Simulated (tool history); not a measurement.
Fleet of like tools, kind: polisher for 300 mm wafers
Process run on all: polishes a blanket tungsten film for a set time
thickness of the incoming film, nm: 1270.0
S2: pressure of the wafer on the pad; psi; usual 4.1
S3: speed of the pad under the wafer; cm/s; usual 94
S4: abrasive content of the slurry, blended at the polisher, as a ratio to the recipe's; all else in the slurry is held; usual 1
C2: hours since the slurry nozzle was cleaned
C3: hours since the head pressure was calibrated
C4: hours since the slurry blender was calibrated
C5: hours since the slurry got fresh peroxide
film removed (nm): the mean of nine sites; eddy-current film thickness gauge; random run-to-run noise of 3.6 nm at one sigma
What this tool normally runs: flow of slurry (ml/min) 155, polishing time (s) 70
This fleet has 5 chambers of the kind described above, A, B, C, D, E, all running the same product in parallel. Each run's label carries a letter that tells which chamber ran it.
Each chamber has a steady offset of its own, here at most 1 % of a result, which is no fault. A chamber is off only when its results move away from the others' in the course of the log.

{"hour": 1.1, "done": "chamber E: worn pad replaced by a new one"}
{"hour": 4.9, "done": "chamber A: slurry tank refilled with fresh slurry and peroxide"}
{"hour": 6.2, "done": "chamber C: worn pad replaced by a new one"}
{"run": "1D", "hour": 9.7, "flow of slurry (ml/min)": 155, "S2": 4.1, "S3": 94, "S4": 1, "polishing time (s)": 70, "wafers polished on this pad": 220, "C2": 493.4, "C3": 1017.6, "C4": 66.1, "C5": 16.1, "film removed (nm)": 304.8}
{"run": "2B", "hour": 18.8, "flow of slurry (ml/min)": 155, "S2": 4.1, "S3": 94, "S4": 1, "polishing time (s)": 70, "wafers polished on this pad": 476, "C2": 75.4, "C3": 385.3, "C4": 199.9, "C5": 36.9, "film removed (nm)": 306.0}
{"hour": 23.9, "done": "chamber B: worn pad replaced by a new one"}
{"run": "3C", "hour": 26.3, "flow of slurry (ml/min)": 155, "S2": 4.1, "S3": 94, "S4": 1, "polishing time (s)": 70, "wafers polished on this pad": 237, "C2": 469.2, "C3": 202.6, "C4": 60.5, "C5": 39.0, "film removed (nm)": 300.97}
{"run": "4A", "hour": 33.7, "flow of slurry (ml/min)": 155, "S2": 4.1, "S3": 94, "S4": 1, "polishing time (s)": 70, "wafers polished on this pad": 422, "C2": 512.9, "C3": 126.0, "C4": 138.7, "C5": 28.9, "film removed (nm)": 295.04}
{"hour": 34.9, "done": "chamber B: slurry tank refilled with fresh slurry and peroxide"}
{"hour": 40.0, "done": "chamber D: worn pad replaced by a new one"}
{"run": "5E", "hour": 41.0, "flow of slurry (ml/min)": 190, "S2": 3.3, "S3": 94, "S4": 1, "polishing time (s)": 70, "wafers polished on this pad": 470, "C2": 375.9, "C3": 231.1, "C4": 48.5, "C5": 55.3, "film removed (nm)": 250.62}
{"hour": 48.5, "done": "chamber A: worn pad replaced by a new one"}
{"hour": 49.1, "done": "chamber D: slurry tank refilled with fresh slurry and peroxide"}
{"run": "6E", "hour": 49.7, "flow of slurry (ml/min)": 190, "S2": 3.3, "S3": 94, "S4": 1, "polishing time (s)": 70, "wafers polished on this pad": 573, "C2": 384.6, "C3": 239.8, "C4": 57.2, "C5": 64.0, "film removed (nm)": 246.46}
{"run": "7A", "hour": 59.6, "flow of slurry (ml/min)": 190, "S2": 3.3, "S3": 94, "S4": 1, "polishing time (s)": 70, "wafers polished on this pad": 131, "C2": 538.8, "C3": 151.9, "C4": 164.6, "C5": 54.8, "film removed (nm)": 253.49}
{"hour": 66.0, "done": "chamber C: worn pad replaced by a new one"}
{"hour": 66.1, "done": "chamber A: slurry nozzle cleaned"}
{"hour": 70.4, "done": "chamber B: worn pad replaced by a new one"}
{"run": "8D", "hour": 71.1, "flow of slurry (ml/min)": 190, "S2": 3.3, "S3": 94, "S4": 1, "polishing time (s)": 70, "wafers polished on this pad": 366, "C2": 554.8, "C3": 1079.0, "C4": 127.5, "C5": 22.0, "film removed (nm)": 249.95}
{"hour": 73.5, "done": "chamber C: slurry tank refilled with fresh slurry and peroxide"}
{"run": "9B", "hour": 78.7, "flow of slurry (ml/min)": 190, "S2": 3.3, "S3": 94, "S4": 1, "polishing time (s)": 70, "wafers polished on this pad": 98, "C2": 135.3, "C3": 445.2, "C4": 259.8, "C5": 43.9, "film removed (nm)": 255.49}
{"hour": 83.4, "done": "chamber B: slurry tank refilled with fresh slurry and peroxide"}
{"hour": 83.9, "done": "chamber D: worn pad replaced by a new one"}
{"run": "10C", "hour": 87.0, "flow of slurry (ml/min)": 155, "S2": 4.1, "S3": 94, "S4": 1, "polishing time (s)": 70, "wafers polished on this pad": 247, "C2": 529.9, "C3": 263.3, "C4": 121.2, "C5": 13.5, "film removed (nm)": 302.28}
{"hour": 89.5, "done": "chamber C: slurry blender recalibrated"}
{"run": "11B", "hour": 97.4, "flow of slurry (ml/min)": 155, "S2": 4.1, "S3": 94, "S4": 1, "polishing time (s)": 70, "wafers polished on this pad": 318, "C2": 154.0, "C3": 463.9, "C4": 278.5, "C5": 14.1, "film removed (nm)": 304.13}
{"hour": 102.0, "done": "chamber D: slurry tank refilled with fresh slurry and peroxide"}
{"hour": 104.7, "done": "chamber E: worn pad replaced by a new one"}
{"run": "12D", "hour": 105.4, "flow of slurry (ml/min)": 155, "S2": 4.1, "S3": 94, "S4": 1, "polishing time (s)": 70, "wafers polished on this pad": 253, "C2": 589.1, "C3": 1113.3, "C4": 161.8, "C5": 3.5, "film removed (nm)": 303.25}
{"hour": 105.8, "done": "chamber D: head pressure recalibrated"}
{"hour": 107.8, "done": "chamber A: worn pad replaced by a new one"}
{"hour": 108.0, "done": "chamber E: slurry tank refilled with fresh slurry and peroxide"}
{"run": "13C", "hour": 114.6, "flow of slurry (ml/min)": 155, "S2": 5.4, "S3": 94, "S4": 1, "polishing time (s)": 70, "wafers polished on this pad": 572, "C2": 557.5, "C3": 290.9, "C4": 25.2, "C5": 41.1, "film removed (nm)": 406.32}
{"hour": 121.9, "done": "chamber C: worn pad replaced by a new one"}
{"run": "14E", "hour": 122.3, "flow of slurry (ml/min)": 155, "S2": 5.4, "S3": 94, "S4": 1, "polishing time (s)": 70, "wafers polished on this pad": 207, "C2": 457.2, "C3": 312.4, "C4": 129.8, "C5": 14.4, "film removed (nm)": 402.76}
{"hour": 126.3, "done": "chamber B: worn pad replaced by a new one"}
{"run": "15A", "hour": 128.0, "flow of slurry (ml/min)": 155, "S2": 5.4, "S3": 94, "S4": 1, "polishing time (s)": 70, "wafers polished on this pad": 237, "C2": 62.0, "C3": 220.3, "C4": 233.0, "C5": 123.2, "film removed (nm)": 399.56}
{"hour": 129.9, "done": "chamber D: worn pad replaced by a new one"}
{"run": "16B", "hour": 134.8, "flow of slurry (ml/min)": 155, "S2": 5.4, "S3": 94, "S4": 1, "polishing time (s)": 70, "wafers polished on this pad": 100, "C2": 191.4, "C3": 501.3, "C4": 315.9, "C5": 51.5, "film removed (nm)": 403.32}
{"hour": 139.9, "done": "chamber B: slurry tank refilled with fresh slurry and peroxide"}
{"hour": 141.5, "done": "chamber A: slurry tank refilled with fresh slurry and peroxide"}
{"run": "17A", "hour": 141.5, "flow of slurry (ml/min)": 155, "S2": 5.4, "S3": 94, "S4": 1, "polishing time (s)": 70, "wafers polished on this pad": 396, "C2": 75.5, "C3": 233.8, "C4": 246.5, "C5": 0.1, "film removed (nm)": 394.29}
{"hour": 144.2, "done": "chamber E: slurry blender recalibrated"}
{"run": "18E", "hour": 149.9, "flow of slurry (ml/min)": 155, "S2": 4.1, "S3": 94, "S4": 1, "polishing time (s)": 70, "wafers polished on this pad": 532, "C2": 484.8, "C3": 340.0, "C4": 5.7, "C5": 42.0, "film removed (nm)": 304.33}
{"hour": 153.2, "done": "chamber D: slurry tank refilled with fresh slurry and peroxide"}
{"hour": 156.9, "done": "chamber A: worn pad replaced by a new one"}
{"run": "19D", "hour": 159.6, "flow of slurry (ml/min)": 155, "S2": 4.1, "S3": 94, "S4": 1, "polishing time (s)": 70, "wafers polished on this pad": 350, "C2": 643.3, "C3": 53.9, "C4": 216.0, "C5": 6.5, "film removed (nm)": 326.5}
{"run": "20C", "hour": 170.9, "flow of slurry (ml/min)": 155, "S2": 4.1, "S3": 94, "S4": 1, "polishing time (s)": 70, "wafers polished on this pad": 577, "C2": 613.8, "C3": 347.2, "C4": 81.5, "C5": 97.4, "film removed (nm)": 300.6}
{"hour": 176.8, "done": "chamber D: worn pad replaced by a new one"}
{"run": "21E", "hour": 176.8, "flow of slurry (ml/min)": 155, "S2": 4.1, "S3": 94, "S4": 1, "polishing time (s)": 70, "wafers polished on this pad": 849, "C2": 511.7, "C3": 366.9, "C4": 32.6, "C5": 68.9, "film removed (nm)": 297.76}
{"hour": 177.8, "done": "chamber C: head pressure recalibrated"}
{"hour": 178.2, "done": "chamber B: worn pad replaced by a new one"}
{"hour": 181.9, "done": "chamber A: slurry blender recalibrated"}
{"hour": 182.7, "done": "chamber C: slurry tank refilled with fresh slurry and peroxide"}
{"run": "22A", "hour": 184.3, "flow of slurry (ml/min)": 155, "S2": 4.1, "S3": 94, "S4": 1, "polishing time (s)": 70, "wafers polished on this pad": 323, "C2": 118.3, "C3": 276.6, "C4": 2.5, "C5": 42.9, "film removed (nm)": 301.89}
{"hour": 186.8, "done": "chamber B: slurry tank refilled with fresh slurry and peroxide"}
{"hour": 187.7, "done": "chamber C: worn pad replaced by a new one"}
{"run": "23B", "hour": 190.1, "flow of slurry (ml/min)": 155, "S2": 4.1, "S3": 94, "S4": 1, "polishing time (s)": 89, "wafers polished on this pad": 140, "C2": 246.7, "C3": 556.6, "C4": 371.2, "C5": 3.4, "film removed (nm)": 384.76}
{"run": "24D", "hour": 197.2, "flow of slurry (ml/min)": 155, "S2": 4.1, "S3": 94, "S4": 1, "polishing time (s)": 89, "wafers polished on this pad": 240, "C2": 680.9, "C3": 91.5, "C4": 253.6, "C5": 44.1, "film removed (nm)": 414.77}
{"hour": 199.3, "done": "chamber C: slurry nozzle cleaned"}
{"hour": 199.8, "done": "chamber B: slurry blender recalibrated"}
{"hour": 201.7, "done": "chamber D: slurry tank refilled with fresh slurry and peroxide"}
{"run": "25C", "hour": 204.1, "flow of slurry (ml/min)": 155, "S2": 4.1, "S3": 94, "S4": 1, "polishing time (s)": 89, "wafers polished on this pad": 194, "C2": 4.8, "C3": 26.3, "C4": 114.7, "C5": 21.4, "film removed (nm)": 383.42}
{"hour": 211.2, "done": "chamber A: worn pad replaced by a new one"}
{"run": "26A", "hour": 214.3, "flow of slurry (ml/min)": 155, "S2": 4.1, "S3": 94, "S4": 1, "polishing time (s)": 89, "wafers polished on this pad": 37, "C2": 148.3, "C3": 306.6, "C4": 32.5, "C5": 72.9, "film removed (nm)": 375.7}
{"hour": 220.7, "done": "chamber C: slurry blender recalibrated"}
{"hour": 223.8, "done": "chamber D: worn pad replaced by a new one"}
{"run": "27D", "hour": 223.9, "flow of slurry (ml/min)": 155, "S2": 4.1, "S3": 94, "S4": 1, "polishing time (s)": 89, "wafers polished on this pad": 1, "C2": 707.6, "C3": 118.2, "C4": 280.3, "C5": 22.3, "film removed (nm)": 419.97}
{"hour": 227.0, "done": "chamber E: worn pad replaced by a new one"}
{"run": "28B", "hour": 231.9, "flow of slurry (ml/min)": 155, "S2": 4.1, "S3": 94, "S4": 1, "polishing time (s)": 70, "wafers polished on this pad": 632, "C2": 288.5, "C3": 598.4, "C4": 32.2, "C5": 45.2, "film removed (nm)": 303.85}
{"run": "29E", "hour": 239.0, "flow of slurry (ml/min)": 155, "S2": 4.1, "S3": 94, "S4": 1, "polishing time (s)": 70, "wafers polished on this pad": 141, "C2": 573.9, "C3": 429.1, "C4": 94.8, "C5": 131.1, "film removed (nm)": 301.77}
{"hour": 245.5, "done": "chamber C: worn pad replaced by a new one"}
{"run": "30C", "hour": 246.2, "flow of slurry (ml/min)": 155, "S2": 4.1, "S3": 94, "S4": 1, "polishing time (s)": 70, "wafers polished on this pad": 8, "C2": 46.9, "C3": 68.4, "C4": 25.5, "C5": 63.5, "film removed (nm)": 303.12}

One chamber off, gauge drift, or nothing amiss beyond the chambers' own small offsets? If it is a chamber, which one, and what is the likeliest cause?

Chamber D has stood off from the others ever since a service on it.
Most likely cause: head's pressure above its setpoint, % = 6.28.

Chamber D could run next with any of the 4 candidate recipes listed below; each alters the usual settings, and their results appear as question marks. Which one brings its results back in line with what the other chambers deliver on the usual settings?
In line means no further than this from the other chambers' mean on the usual settings: film removed (nm) 12.00
{"run": "31D-1", "hour": 255.0, "flow of slurry (ml/min)": 155, "S2": 4.1, "S3": 94, "S4": 1, "polishing time (s)": 80, "film removed (nm)": "?"}
{"run": "31D-2", "hour": 255.0, "flow of slurry (ml/min)": 155, "S2": 4.2, "S3": 96, "S4": 1, "polishing time (s)": 72, "film removed (nm)": "?"}
{"run": "31D-3", "hour": 255.0, "flow of slurry (ml/min)": 155, "S2": 4.1, "S3": 82, "S4": 1, "polishing time (s)": 70, "film removed (nm)": "?"}
{"run": "31D-4", "hour": 255.0, "flow of slurry (ml/min)": 155, "S2": 4.0, "S3": 92, "S4": 1, "polishing time (s)": 68, "film removed (nm)": "?"}

Mean of the other chambers on the usual settings: film removed (nm) 302.19
run=31D-1 film_removed_(nm)=369.42
run=31D-2 film_removed_(nm)=347.78
run=31D-3 film_removed_(nm)=282.48
run=31D-4 film_removed_(nm)=299.88
With 31D-4, the chamber falls back in line with the rest.
